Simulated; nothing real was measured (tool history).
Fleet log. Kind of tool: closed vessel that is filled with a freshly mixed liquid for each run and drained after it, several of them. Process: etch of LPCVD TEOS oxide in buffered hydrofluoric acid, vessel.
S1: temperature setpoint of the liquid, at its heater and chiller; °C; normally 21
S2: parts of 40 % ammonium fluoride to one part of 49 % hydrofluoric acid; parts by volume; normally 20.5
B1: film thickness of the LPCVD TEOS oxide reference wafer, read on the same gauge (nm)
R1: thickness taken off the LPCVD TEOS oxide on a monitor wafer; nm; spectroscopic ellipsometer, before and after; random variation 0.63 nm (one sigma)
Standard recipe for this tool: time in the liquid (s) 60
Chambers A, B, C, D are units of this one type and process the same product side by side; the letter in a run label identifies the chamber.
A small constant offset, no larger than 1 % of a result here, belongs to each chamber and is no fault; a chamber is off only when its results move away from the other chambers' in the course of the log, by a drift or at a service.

{"run": "1A", "hour": 5.7, "S1": 21, "S2": 20.5, "time in the liquid (s)": 60, "B1": 119.98, "R1": 76.083}
{"run": "2C", "hour": 11.9, "S1": 21, "S2": 20.5, "time in the liquid (s)": 60, "B1": 119.98, "R1": 76.744}
{"run": "3B", "hour": 15.7, "S1": 21, "S2": 20.5, "time in the liquid (s)": 60, "B1": 119.98, "R1": 76.296}
{"run": "4D", "hour": 18.7, "S1": 21, "S2": 20.5, "time in the liquid (s)": 60, "B1": 119.94, "R1": 77.818}
{"run": "5C", "hour": 23.7, "S1": 21, "S2": 20.5, "time in the liquid (s)": 60, "B1": 119.99, "R1": 77.004}
{"run": "6D", "hour": 28.7, "S1": 21, "S2": 20.5, "time in the liquid (s)": 60, "B1": 120, "R1": 77.341}
{"run": "7A", "hour": 34.8, "S1": 21, "S2": 20.5, "time in the liquid (s)": 60, "B1": 119.98, "R1": 77.893}
{"run": "8B", "hour": 38.1, "S1": 21, "S2": 20.5, "time in the liquid (s)": 60, "B1": 119.95, "R1": 76.409}
{"run": "9D", "hour": 44.3, "S1": 21, "S2": 20.5, "time in the liquid (s)": 80, "B1": 120.02, "R1": 103.52}
{"run": "10A", "hour": 49.6, "S1": 21, "S2": 20.5, "time in the liquid (s)": 80, "B1": 119.99, "R1": 105.29}
{"run": "11C", "hour": 55.3, "S1": 21, "S2": 20.5, "time in the liquid (s)": 80, "B1": 120.02, "R1": 101.75}
{"run": "12B", "hour": 59.9, "S1": 21, "S2": 20.5, "time in the liquid (s)": 80, "B1": 119.99, "R1": 100.89}
{"run": "13D", "hour": 63.3, "S1": 21, "S2": 24, "time in the liquid (s)": 80, "B1": 119.99, "R1": 91.853}
{"run": "14B", "hour": 67.0, "S1": 21, "S2": 24, "time in the liquid (s)": 80, "B1": 120, "R1": 91.293}
{"run": "15C", "hour": 71.2, "S1": 21, "S2": 24, "time in the liquid (s)": 80, "B1": 120.02, "R1": 91.397}
{"run": "16A", "hour": 76.8, "S1": 21, "S2": 24, "time in the liquid (s)": 80, "B1": 120.03, "R1": 96.448}
{"run": "17C", "hour": 82.3, "S1": 21, "S2": 20.5, "time in the liquid (s)": 60, "B1": 119.99, "R1": 76.507}
{"run": "18A", "hour": 86.3, "S1": 21, "S2": 20.5, "time in the liquid (s)": 60, "B1": 120.05, "R1": 80.617}
{"run": "19D", "hour": 89.4, "S1": 21, "S2": 20.5, "time in the liquid (s)": 60, "B1": 120, "R1": 77.558}
{"run": "20B", "hour": 95.1, "S1": 21, "S2": 20.5, "time in the liquid (s)": 60, "B1": 119.96, "R1": 75.861}
{"run": "21C", "hour": 98.0, "S1": 21, "S2": 20.5, "time in the liquid (s)": 60, "B1": 119.97, "R1": 77.144}
{"run": "22D", "hour": 104.3, "S1": 21, "S2": 20.5, "time in the liquid (s)": 60, "B1": 120.02, "R1": 77.209}
{"run": "23A", "hour": 110.2, "S1": 21, "S2": 20.5, "time in the liquid (s)": 60, "B1": 120.04, "R1": 82.11}
{"run": "24B", "hour": 113.1, "S1": 21, "S2": 20.5, "time in the liquid (s)": 60, "B1": 120.02, "R1": 75.579}
{"run": "25D", "hour": 117.0, "S1": 21, "S2": 20.5, "time in the liquid (s)": 60, "B1": 120.02, "R1": 77.558}
{"run": "26A", "hour": 121.2, "S1": 21, "S2": 20.5, "time in the liquid (s)": 60, "B1": 119.99, "R1": 83.508}
{"run": "27B", "hour": 127.3, "S1": 23, "S2": 20.5, "time in the liquid (s)": 60, "B1": 120.03, "R1": 86.193}
{"run": "28C", "hour": 131.7, "S1": 23, "S2": 20.5, "time in the liquid (s)": 60, "B1": 119.95, "R1": 84.48}
{"run": "29A", "hour": 137.8, "S1": 23, "S2": 20.5, "time in the liquid (s)": 60, "B1": 119.98, "R1": 93.997}
{"run": "30D", "hour": 142.4, "S1": 23, "S2": 20.5, "time in the liquid (s)": 60, "B1": 120, "R1": 86.808}
{"run": "31C", "hour": 146.0, "S1": 21, "S2": 20.5, "time in the liquid (s)": 60, "B1": 120, "R1": 76.541}
{"run": "32B", "hour": 152.2, "S1": 21, "S2": 20.5, "time in the liquid (s)": 60, "B1": 119.98, "R1": 76.749}

Next, all 4 chambers run the settings below, one line each with question marks for the results. What does each chamber give?
{"run": "33A", "hour": 156.9, "S1": 19, "S2": 20.5, "time in the liquid (s)": 60, "R1": "?"}
{"run": "33B", "hour": 156.9, "S1": 19, "S2": 20.5, "time in the liquid (s)": 60, "R1": "?"}
{"run": "33C", "hour": 156.9, "S1": 19, "S2": 20.5, "time in the liquid (s)": 60, "R1": "?"}
{"run": "33D", "hour": 156.9, "S1": 19, "S2": 20.5, "time in the liquid (s)": 60, "R1": "?"}

run=33A R1=76.462
run=33B R1=66.534
run=33C R1=68.816
run=33D R1=69.023

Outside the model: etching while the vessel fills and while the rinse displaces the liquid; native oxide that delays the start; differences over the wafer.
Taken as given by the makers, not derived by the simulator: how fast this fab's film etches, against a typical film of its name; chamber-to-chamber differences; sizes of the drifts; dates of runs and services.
